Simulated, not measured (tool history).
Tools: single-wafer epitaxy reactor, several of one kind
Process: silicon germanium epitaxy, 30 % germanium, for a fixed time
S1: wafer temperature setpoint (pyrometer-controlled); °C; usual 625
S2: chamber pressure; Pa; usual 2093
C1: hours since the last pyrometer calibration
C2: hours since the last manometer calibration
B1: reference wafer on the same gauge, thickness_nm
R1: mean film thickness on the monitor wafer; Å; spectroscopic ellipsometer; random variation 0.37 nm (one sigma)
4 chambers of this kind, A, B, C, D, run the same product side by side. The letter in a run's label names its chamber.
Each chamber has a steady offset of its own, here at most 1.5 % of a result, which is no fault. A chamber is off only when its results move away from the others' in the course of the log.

| run | hour | S1 | S2 | C1 | C2 | B1 | R1 |
|---|---|---|---|---|---|---|---|
| 1A | 3.5 | 625 | 2093 | 997 | 945 | 83.002 | 842.27 |
| 2B | 8.5 | 625 | 2093 | 1901.9 | 146.3 | 83.024 | 855.84 |
| 3D | 14.6 | 625 | 2093 | 1802.4 | 879.4 | 83.048 | 826.66 |
| 4C | 19.6 | 625 | 2093 | 983.4 | 1042.6 | 83.029 | 833.37 |
| 5C | 25.5 | 625 | 2093 | 989.3 | 1048.5 | 82.937 | 830.98 |
| 6A | 31.3 | 625 | 2093 | 1024.8 | 972.8 | 82.899 | 827.58 |
| 7B | 36.2 | 625 | 2093 | 1929.6 | 174 | 83.011 | 850.52 |
| 8D | 40.9 | 638 | 2586 | 1828.7 | 905.7 | 82.902 | 1123.8 |
| 9D | 44.2 | 638 | 2586 | 1832 | 909 | 82.975 | 1122.8 |
| 10B | 48.6 | 638 | 2586 | 1942 | 186.4 | 83.064 | 1157 |
| 11A | 54.2 | 638 | 2586 | 1047.7 | 995.7 | 82.939 | 1146.5 |
| 12C | 57 | 625 | 2093 | 1020.8 | 1080 | 82.916 | 827.96 |
| 13A | 60.7 | 625 | 1720 | 1054.2 | 1002.2 | 82.938 | 784.76 |
| 14C | 65.3 | 625 | 1720 | 1029.1 | 1088.3 | 83.006 | 770.71 |
| 15D | 69.8 | 625 | 1720 | 1857.6 | 934.6 | 83.037 | 769.86 |
| 16B | 75.2 | 625 | 1720 | 1968.6 | 213 | 83.048 | 779.49 |
| 17C | 79.1 | 625 | 2093 | 1042.9 | 1102.1 | 82.978 | 828.67 |
| 18A | 84.8 | 625 | 2093 | 1078.3 | 1026.3 | 82.962 | 846.22 |
| 19B | 89.3 | 625 | 2093 | 1982.7 | 227.1 | 83.061 | 854.14 |
| 20D | 94.9 | 625 | 2093 | 1882.7 | 959.7 | 82.961 | 829.61 |
| 21D | 97.6 | 625 | 2093 | 1885.4 | 962.4 | 83.092 | 834.27 |
| 22C | 100.4 | 625 | 2093 | 1064.2 | 1123.4 | 83.039 | 829.63 |
| 23B | 103.3 | 625 | 2093 | 1996.7 | 241.1 | 83.089 | 846.3 |
| 24A | 109.1 | 615 | 2386 | 1102.6 | 1050.6 | 83.122 | 764.94 |
| 25A | 114.3 | 615 | 2386 | 1107.8 | 1055.8 | 83.05 | 765.31 |
| 26C | 119.5 | 615 | 2386 | 1083.3 | 1142.5 | 83.016 | 731.12 |
| 27B | 124.6 | 615 | 2386 | 2018 | 262.4 | 82.934 | 751.61 |
| 28D | 130.4 | 625 | 1600 | 1918.2 | 995.2 | 82.981 | 751.46 |

Next, every chamber runs the same settings. What will each give?
| 29A | 134.8 | 625 | 2093 |  |  |  | ? |
| 29B | 134.8 | 625 | 2093 |  |  |  | ? |
| 29C | 134.8 | 625 | 2093 |  |  |  | ? |
| 29D | 134.8 | 625 | 2093 |  |  |  | ? |

| run | R1 |
|---|---|
| 29A | 870.55 |
| 29B | 854.62 |
| 29C | 835.74 |
| 29D | 829.49 |

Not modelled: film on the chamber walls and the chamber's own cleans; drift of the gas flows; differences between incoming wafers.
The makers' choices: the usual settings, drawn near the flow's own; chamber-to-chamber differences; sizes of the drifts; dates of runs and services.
